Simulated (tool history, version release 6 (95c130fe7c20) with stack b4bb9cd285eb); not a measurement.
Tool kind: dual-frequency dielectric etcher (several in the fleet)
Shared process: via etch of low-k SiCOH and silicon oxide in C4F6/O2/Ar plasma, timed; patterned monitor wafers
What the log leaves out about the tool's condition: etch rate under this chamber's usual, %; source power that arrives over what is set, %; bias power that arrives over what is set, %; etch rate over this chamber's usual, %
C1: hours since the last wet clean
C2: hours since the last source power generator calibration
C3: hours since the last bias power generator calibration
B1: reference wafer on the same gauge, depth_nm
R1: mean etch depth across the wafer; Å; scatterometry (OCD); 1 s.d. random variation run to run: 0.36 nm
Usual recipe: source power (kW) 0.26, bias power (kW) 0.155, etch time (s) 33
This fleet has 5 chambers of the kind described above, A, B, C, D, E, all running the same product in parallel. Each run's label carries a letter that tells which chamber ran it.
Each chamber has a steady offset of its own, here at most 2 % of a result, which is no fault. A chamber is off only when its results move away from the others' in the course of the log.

At hour 2.2: chamber C: wet clean of the chamber.
Run 1D, hour 7.6: usual settings; C1 260.2; C2 1265.2; C3 298.3; B1 71.889. Result: R1 634.92 Å.
Run 2A, hour 13.2: usual settings; C1 197.1; C2 480.4; C3 652.1; B1 71.944. Result: R1 630.59 Å.
Run 3B, hour 23.7: usual settings; C1 304.8; C2 718.8; C3 137.1; B1 71.818. Result: R1 634.28 Å.
Run 4E, hour 31.6: usual settings; C1 284; C2 1014.8; C3 1208; B1 71.929. Result: R1 638.37 Å.
Run 5C, hour 40.7: usual settings; C1 38.6; C2 3428.7; C3 2202; B1 71.873. Result: R1 633.43 Å.
Run 6A, hour 51.2: usual settings; C1 235.1; C2 518.4; C3 690.1; B1 71.983. Result: R1 631.53 Å.
Run 7C, hour 58.5: usual settings; C1 56.4; C2 3446.5; C3 2219.8; B1 71.926. Result: R1 623.64 Å.
Run 8D, hour 69.4: usual settings but bias power (kW) 0.123, etch time (s) 30; C1 322; C2 1327; C3 360.1; B1 71.938. Result: R1 540.95 Å.
Run 9E, hour 75.4: usual settings but bias power (kW) 0.123, etch time (s) 30; C1 327.8; C2 1058.6; C3 1251.8; B1 71.911. Result: R1 538.92 Å.
Run 10B, hour 81.6: usual settings but bias power (kW) 0.123, etch time (s) 30; C1 362.7; C2 776.7; C3 195; B1 71.836. Result: R1 536.88 Å.
Run 11E, hour 92: usual settings but bias power (kW) 0.123, etch time (s) 30; C1 344.4; C2 1075.2; C3 1268.4; B1 72.008. Result: R1 535.74 Å.
Run 12C, hour 97.4: usual settings but bias power (kW) 0.123, etch time (s) 30; C1 95.3; C2 3485.4; C3 2258.7; B1 71.817. Result: R1 533.42 Å.
Run 13A, hour 106.7: usual settings; C1 290.6; C2 573.9; C3 745.6; B1 71.825. Result: R1 634.38 Å.
Run 14B, hour 116: usual settings; C1 397.1; C2 811.1; C3 229.4; B1 71.788. Result: R1 630.3 Å.
Run 15D, hour 127.4: usual settings; C1 380; C2 1385; C3 418.1; B1 71.984. Result: R1 632.94 Å.
At hour 136.2: chamber B: wet clean of the chamber.
Run 16B, hour 138.8: usual settings; C1 2.7; C2 833.9; C3 252.2; B1 71.873. Result: R1 628.76 Å.
Run 17A, hour 148.5: usual settings; C1 332.4; C2 615.7; C3 787.4; B1 71.806. Result: R1 632.86 Å.
Run 18C, hour 156.8: usual settings; C1 154.7; C2 3544.8; C3 2318.1; B1 71.857. Result: R1 626.78 Å.
Run 19D, hour 168: usual settings; C1 420.6; C2 1425.6; C3 458.7; B1 71.936. Result: R1 641.42 Å.
Run 20E, hour 175.7: usual settings but bias power (kW) 0.138, etch time (s) 26.5; C1 428.1; C2 1158.9; C3 1352.1; B1 72.014. Result: R1 489.3 Å.
Run 21B, hour 185.1: usual settings but bias power (kW) 0.138, etch time (s) 26.5; C1 49; C2 880.2; C3 298.5; B1 71.8. Result: R1 483.69 Å.
Run 22E, hour 194.4: usual settings but bias power (kW) 0.138, etch time (s) 26.5; C1 446.8; C2 1177.6; C3 1370.8; B1 71.907. Result: R1 490.83 Å.
Run 23C, hour 204.5: usual settings but bias power (kW) 0.138, etch time (s) 26.5; C1 202.4; C2 3592.5; C3 2365.8; B1 71.781. Result: R1 486.5 Å.
Run 24A, hour 212.2: usual settings but bias power (kW) 0.138, etch time (s) 26.5; C1 396.1; C2 679.4; C3 851.1; B1 71.879. Result: R1 484.88 Å.
Run 25D, hour 220.5: usual settings; C1 473.1; C2 1478.1; C3 511.2; B1 71.91. Result: R1 639.92 Å.
Run 26B, hour 227.7: usual settings; C1 91.6; C2 922.8; C3 341.1; B1 71.906. Result: R1 634.7 Å.
Run 27C, hour 236.2: usual settings; C1 234.1; C2 3624.2; C3 2397.5; B1 71.91. Result: R1 630.06 Å.
Run 28D, hour 245.6: usual settings; C1 498.2; C2 1503.2; C3 536.3; B1 71.848. Result: R1 636.9 Å.
Run 29E, hour 253.6: usual settings; C1 506; C2 1236.8; C3 1430; B1 71.903. Result: R1 634.14 Å.
Run 30A, hour 260.5: usual settings but source power (kW) 0.3, etch time (s) 37.5; C1 444.4; C2 727.7; C3 899.4; B1 72.02. Result: R1 758.73 Å.
Run 31C, hour 268.9: usual settings but source power (kW) 0.3, etch time (s) 37.5; C1 266.8; C2 3656.9; C3 2430.2; B1 71.894. Result: R1 758.94 Å.

The same settings go to every chamber for the next run, one line per chamber below. Forecast the results for each:
Run 32A, hour 277.3: usual settings but etch time (s) 24. Result: R1 ?.
Run 32B, hour 277.3: usual settings but etch time (s) 24. Result: R1 ?.
Run 32C, hour 277.3: usual settings but etch time (s) 24. Result: R1 ?.
Run 32D, hour 277.3: usual settings but etch time (s) 24. Result: R1 ?.
Run 32E, hour 277.3: usual settings but etch time (s) 24. Result: R1 ?.

run      R1
32A  459.76
32B  455.75
32C   457.8
32D   466.4
32E  462.75

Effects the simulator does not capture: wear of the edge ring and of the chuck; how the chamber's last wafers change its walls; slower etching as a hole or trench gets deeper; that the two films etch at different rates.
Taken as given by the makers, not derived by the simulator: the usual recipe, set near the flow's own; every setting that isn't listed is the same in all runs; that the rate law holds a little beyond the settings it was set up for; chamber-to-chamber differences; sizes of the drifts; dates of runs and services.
